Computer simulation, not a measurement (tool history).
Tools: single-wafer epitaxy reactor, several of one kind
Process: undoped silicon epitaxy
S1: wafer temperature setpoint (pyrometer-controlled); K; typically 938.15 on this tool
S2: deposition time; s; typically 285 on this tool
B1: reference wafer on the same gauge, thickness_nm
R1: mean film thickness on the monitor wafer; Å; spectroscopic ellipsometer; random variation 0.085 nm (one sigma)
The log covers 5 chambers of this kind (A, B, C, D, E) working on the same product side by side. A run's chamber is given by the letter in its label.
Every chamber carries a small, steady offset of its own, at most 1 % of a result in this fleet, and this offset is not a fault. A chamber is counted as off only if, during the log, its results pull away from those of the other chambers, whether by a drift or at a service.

run	hour	S1	S2	B1	R1
1A	4.9	938.15	285	62.886	656.54
2B	11.8	938.15	285	62.883	663.11
3E	19	938.15	285	62.861	658.46
4C	23.3	938.15	285	62.877	655.05
5D	29	938.15	285	62.852	656.41
6D	33	938.15	285	62.867	655.8
7B	36.4	938.15	285	62.85	662.44
8C	43.4	938.15	285	62.841	654.28
9A	47.3	938.15	285	62.823	655.65
10E	54	929.15	249	62.817	475.11
11E	57.3	929.15	249	62.811	474.3
12B	62.9	929.15	249	62.825	474.79
13A	67.8	929.15	249	62.778	473.4
14C	71.1	929.15	249	62.794	470.8
15D	78.4	943.15	250	62.782	639.36
16C	85.6	943.15	250	62.766	638.39
17D	90.5	943.15	250	62.774	639.36
18E	97.6	943.15	250	62.75	641.71
19A	102.6	943.15	250	62.773	637
20B	107.5	938.15	285	62.753	659.91
21A	112.2	938.15	285	62.735	654.98
22D	117.5	938.15	285	62.723	655.43
23B	122.4	938.15	285	62.734	661.77
24C	129.4	938.15	285	62.731	651.72
25E	135.9	938.15	285	62.726	658.43
26E	142.5	938.15	285	62.695	659.96
27A	149.7	938.15	285	62.709	653.86
28C	154.9	925.15	319	62.696	551.64
29B	158.2	925.15	319	62.683	556.8
30D	162.4	925.15	319	62.679	552.26
31B	169.6	925.15	319	62.675	557.27
32A	175.2	925.15	319	62.661	556.03
33E	178.4	938.15	285	62.647	657.8
34D	185.4	938.15	285	62.649	653.65
35C	188.9	938.15	285	62.633	652
36C	194.1	938.15	285	62.598	651.7
37D	200.5	938.15	285	62.614	653.44
38B	207.4	938.15	285	62.585	659.73
39A	213.9	938.15	285	62.611	652.97
40E	220.4	938.15	285	62.584	657.06
41D	224.3	938.15	285	62.584	653.05
42A	231.9	938.15	285	62.577	652.66

Read the log: is a single chamber off, either drifting away or since a service, is the gauge that measures every chamber drifting, or is nothing wrong beyond small per-chamber offsets? Name any odd chamber and what most likely caused it.

Gauge drift. The chambers move together only on paper, and none stands off.
What lies behind it: gauge reads low (%) = 0.524.

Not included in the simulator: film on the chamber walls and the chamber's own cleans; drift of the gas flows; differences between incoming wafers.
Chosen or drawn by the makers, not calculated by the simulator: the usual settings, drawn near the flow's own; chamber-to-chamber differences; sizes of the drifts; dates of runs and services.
